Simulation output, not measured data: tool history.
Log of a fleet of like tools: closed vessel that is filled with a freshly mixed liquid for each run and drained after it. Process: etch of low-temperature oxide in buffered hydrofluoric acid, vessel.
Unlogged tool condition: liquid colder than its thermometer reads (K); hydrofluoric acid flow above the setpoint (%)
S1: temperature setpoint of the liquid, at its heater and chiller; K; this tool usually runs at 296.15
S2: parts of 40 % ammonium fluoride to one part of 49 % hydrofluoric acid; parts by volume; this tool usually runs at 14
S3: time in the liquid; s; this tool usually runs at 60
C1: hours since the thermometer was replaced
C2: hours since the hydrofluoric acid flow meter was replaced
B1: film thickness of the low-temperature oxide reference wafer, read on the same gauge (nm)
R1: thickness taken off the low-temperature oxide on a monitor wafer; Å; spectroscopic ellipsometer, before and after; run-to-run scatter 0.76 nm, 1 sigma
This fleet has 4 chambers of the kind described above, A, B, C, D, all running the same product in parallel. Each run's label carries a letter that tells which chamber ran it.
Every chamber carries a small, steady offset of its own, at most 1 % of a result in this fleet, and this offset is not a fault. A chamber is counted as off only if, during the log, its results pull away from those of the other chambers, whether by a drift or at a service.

run     day      S1  S2  S3      C1     C2      B1      R1
 1A   0.271  296.15  14  60   448.5  384.1  90.014  1019.7
 2D   0.617  296.15  14  60  1253.8  391.6  90.018  1031.2
 3B   1.079  296.15  14  60   452.2  399.6   89.99  1035.3
 4C     1.4  296.15  14  60   178.5   42.8  89.983  1033.8
 5C   1.683  296.15  14  60   185.3   49.6  89.987    1038
 6B   2.171  296.15  14  60   478.4  425.8   89.99  1055.7
 7A   2.712  296.15  14  60   507.1  442.7  89.987  1027.2
 8D   3.138  296.15  14  60  1314.3  452.1  89.995  1042.5
 9B   3.496  296.15  14  60   510.2  457.6  90.016  1032.8
10C   3.925  296.15  14  60   239.1  103.4  90.036  1021.8
11A   4.333  296.15  14  60     546  481.6  90.001  1018.4
12D   4.712  296.15  14  60  1352.1  489.9   89.99  1029.5
13A   5.262  296.15  14  60   568.3  503.9  90.015  1020.9
14D   5.633  296.15  19  60  1374.2    512  90.027  760.77
15B   6.158  296.15  19  60   574.1  521.5   90.01  782.86
16C   6.429  296.15  19  60   299.2  163.5  90.001  771.91
17C   6.767  296.15  19  60   307.3  171.6  89.974  765.62
18D    7.25  299.65  14  35    1413  550.8  90.011  726.01
19B   7.792  299.65  14  35   613.3  560.7  89.988  752.72
20A   8.246  299.65  14  35   639.9  575.5  89.987  725.21
21D   8.754  299.65  14  35  1449.1  586.9   90.01  734.16
22C   9.229  296.15  14  60   366.4  230.7  89.984  1019.8
23B    9.65  296.15  14  60   657.9  605.3  90.001  1082.1
      9.821  -- chamber D: hydrofluoric acid flow meter replaced
24A   10.15  296.15  14  60   685.6  621.2  90.016  1014.9
25B  10.571  296.15  14  60     680  627.4  89.987  1091.7
26D    10.9  296.15  14  60  1500.6   25.9  89.987  1045.2
27C  11.217  296.15  14  60   414.1  278.4  90.011  1028.3
     11.354  -- chamber D: thermometer replaced
28A  11.496  296.15  14  60   717.9  653.5  89.982  1026.4
29B  11.838  296.15  14  60   710.4  657.8  90.005  1115.3
30D  12.183  296.15  14  60      20   56.7  90.003  1025.7
31A  12.446  296.15  14  60   740.7  676.3  90.013  1024.6

One chamber off, gauge drift, or nothing amiss beyond the chambers' own small offsets? If it is a chamber, which one, and what is the likeliest cause?

It is chamber B that slowly wanders off from its peers.
Cause: hydrofluoric acid flow above the setpoint (%) = 9.12.
The log might look much the same if the cause were instead: liquid hotter than its thermometer reads (K).

Which of the 4 candidates below, each the usual settings with something changed and its results left as question marks, puts chamber B back in line with what the other chambers give on the usual settings?
In-line tolerance around the mean of the other chambers on the usual settings: R1 27 Å
32B-1  12.854  296.15    14  55               ?
32B-2  12.854  296.15  14.5  60               ?
32B-3  12.854  296.65    14  60               ?
32B-4  12.854  296.65    13  60               ?

The mean the other chambers reach with the usual settings: R1 1030.7 Å
  run      R1
32B-1  1033.3
32B-2  1089.7
32B-3  1158.6
32B-4  1244.3
32B-1 is the one that brings the chamber's results back in line with the other chambers.
